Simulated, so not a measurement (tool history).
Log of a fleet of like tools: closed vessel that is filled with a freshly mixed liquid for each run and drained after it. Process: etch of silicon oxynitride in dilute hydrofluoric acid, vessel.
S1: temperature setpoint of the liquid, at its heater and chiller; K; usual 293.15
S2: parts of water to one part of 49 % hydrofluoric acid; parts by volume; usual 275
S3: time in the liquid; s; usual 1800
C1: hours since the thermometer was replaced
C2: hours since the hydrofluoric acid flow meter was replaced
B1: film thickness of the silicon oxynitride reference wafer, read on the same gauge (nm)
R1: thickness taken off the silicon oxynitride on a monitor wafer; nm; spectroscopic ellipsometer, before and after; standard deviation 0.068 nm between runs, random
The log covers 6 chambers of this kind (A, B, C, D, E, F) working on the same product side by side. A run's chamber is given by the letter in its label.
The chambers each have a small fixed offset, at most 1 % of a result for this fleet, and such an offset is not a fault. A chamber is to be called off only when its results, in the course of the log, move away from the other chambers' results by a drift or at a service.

Run 1B, hour 7.1: usual settings; C1 757.8; C2 1451.8; B1 70.043. Result: R1 10.1080 nm.
At hour 12.2: chamber D: thermometer replaced.
At hour 13.6: chamber A: hydrofluoric acid flow meter replaced.
Run 2E, hour 17.5: usual settings; C1 2348.9; C2 330.5; B1 69.997. Result: R1 10.1150 nm.
Run 3F, hour 24.6: usual settings; C1 808.5; C2 204.7; B1 69.949. Result: R1 10.0150 nm.
Run 4A, hour 32.8: usual settings; C1 1060.3; C2 19.3; B1 70.025. Result: R1 10.2070 nm.
Run 5D, hour 39.6: usual settings; C1 27.5; C2 179.1; B1 70.001. Result: R1 10.2390 nm.
Run 6C, hour 48.9: usual settings; C1 1481.8; C2 764.5; B1 70.001. Result: R1 10.0970 nm.
Run 7E, hour 60.8: usual settings; C1 2392.2; C2 373.8; B1 70.008. Result: R1 10.1020 nm.
Run 8D, hour 68.3: usual settings but S2 190 parts by volume; C1 56.2; C2 207.8; B1 69.978. Result: R1 15.6200 nm.
Run 9A, hour 77.9: usual settings but S2 190 parts by volume; C1 1105.4; C2 64.4; B1 70.014. Result: R1 15.2990 nm.
Run 10C, hour 84.7: usual settings but S2 190 parts by volume; C1 1517.6; C2 800.3; B1 70.022. Result: R1 15.4030 nm.
Run 11F, hour 92.6: usual settings but S2 190 parts by volume; C1 876.5; C2 272.7; B1 70.017. Result: R1 15.5340 nm.
Run 12B, hour 101.0: usual settings but S2 190 parts by volume; C1 851.7; C2 1545.7; B1 70.012. Result: R1 15.6670 nm.
Run 13C, hour 112.3: usual settings but S2 190 parts by volume; C1 1545.2; C2 827.9; B1 70.012. Result: R1 15.4540 nm.
Run 14D, hour 122.3: usual settings; C1 110.2; C2 261.8; B1 70.006. Result: R1 9.9914 nm.
Run 15F, hour 130.2: usual settings but S1 295.15 K; C1 914.1; C2 310.3; B1 69.962. Result: R1 10.9430 nm.
Run 16A, hour 143.4: usual settings but S1 295.15 K; C1 1170.9; C2 129.9; B1 70.012. Result: R1 11.0680 nm.
Run 17B, hour 149.6: usual settings but S1 295.15 K; C1 900.3; C2 1594.3; B1 69.963. Result: R1 11.1760 nm.
Run 18E, hour 157.3: usual settings but S1 295.15 K; C1 2488.7; C2 470.3; B1 70.002. Result: R1 11.1410 nm.
Run 19D, hour 168.1: usual settings but S1 295.15 K; C1 156.0; C2 307.6; B1 69.972. Result: R1 10.9870 nm.
Run 20A, hour 176.6: usual settings but S1 295.15 K; C1 1204.1; C2 163.1; B1 70.003. Result: R1 10.9900 nm.
Run 21C, hour 187.2: usual settings; C1 1620.1; C2 902.8; B1 69.995. Result: R1 10.1390 nm.
Run 22B, hour 194.6: usual settings; C1 945.3; C2 1639.3; B1 69.985. Result: R1 10.0100 nm.
Run 23F, hour 203.4: usual settings; C1 987.3; C2 383.5; B1 70.020. Result: R1 9.9227 nm.
Run 24E, hour 209.2: usual settings; C1 2540.6; C2 522.2; B1 70.017. Result: R1 10.0940 nm.
Run 25E, hour 215.2: usual settings; C1 2546.6; C2 528.2; B1 70.016. Result: R1 10.2400 nm.
At hour 216.5: chamber C: hydrofluoric acid flow meter replaced.
Run 26B, hour 226.5: usual settings; C1 977.2; C2 1671.2; B1 70.014. Result: R1 10.1260 nm.
Run 27A, hour 236.8: usual settings; C1 1264.3; C2 223.3; B1 69.965. Result: R1 10.1440 nm.
Run 28D, hour 246.4: usual settings; C1 234.3; C2 385.9; B1 70.056. Result: R1 10.1030 nm.
Run 29C, hour 257.8: usual settings; C1 1690.7; C2 41.4; B1 70.002. Result: R1 10.2510 nm.
Run 30F, hour 264.2: usual settings; C1 1048.1; C2 444.3; B1 70.025. Result: R1 9.9945 nm.
Run 31D, hour 270.9: usual settings; C1 258.8; C2 410.4; B1 70.003. Result: R1 10.0290 nm.
Run 32A, hour 277.6: usual settings; C1 1305.1; C2 264.1; B1 69.986. Result: R1 10.1460 nm.
Run 33C, hour 290.3: usual settings; C1 1723.2; C2 73.9; B1 70.019. Result: R1 10.2130 nm.
Run 34B, hour 297.6: usual settings but S2 200 parts by volume, S3 2725 s; C1 1048.3; C2 1742.3; B1 69.961. Result: R1 22.1580 nm.
Run 35F, hour 304.4: usual settings but S2 200 parts by volume, S3 2725 s; C1 1088.3; C2 484.5; B1 70.011. Result: R1 22.0070 nm.
Run 36E, hour 312.1: usual settings but S2 200 parts by volume, S3 2725 s; C1 2643.5; C2 625.1; B1 69.997. Result: R1 22.5000 nm.
Run 37A, hour 322.6: usual settings but S2 200 parts by volume, S3 2725 s; C1 1350.1; C2 309.1; B1 69.999. Result: R1 21.7880 nm.
Run 38C, hour 329.7: usual settings but S2 200 parts by volume, S3 2725 s; C1 1762.6; C2 113.3; B1 69.962. Result: R1 22.4040 nm.
Run 39F, hour 341.4: usual settings but S2 200 parts by volume, S3 2725 s; C1 1125.3; C2 521.5; B1 69.964. Result: R1 22.0230 nm.
Run 40E, hour 351.0: usual settings; C1 2682.4; C2 664.0; B1 70.030. Result: R1 10.1450 nm.
Run 41D, hour 362.0: usual settings; C1 349.9; C2 501.5; B1 70.008. Result: R1 9.9830 nm.
Run 42B, hour 371.0: usual settings; C1 1121.7; C2 1815.7; B1 69.981. Result: R1 10.0670 nm.

Is one chamber off against the others, does the gauge drift, or is nothing wrong? If a chamber is off, say which, and what the likeliest cause is.

No chamber stands off beyond its own small offset, and the gauge holds steady.

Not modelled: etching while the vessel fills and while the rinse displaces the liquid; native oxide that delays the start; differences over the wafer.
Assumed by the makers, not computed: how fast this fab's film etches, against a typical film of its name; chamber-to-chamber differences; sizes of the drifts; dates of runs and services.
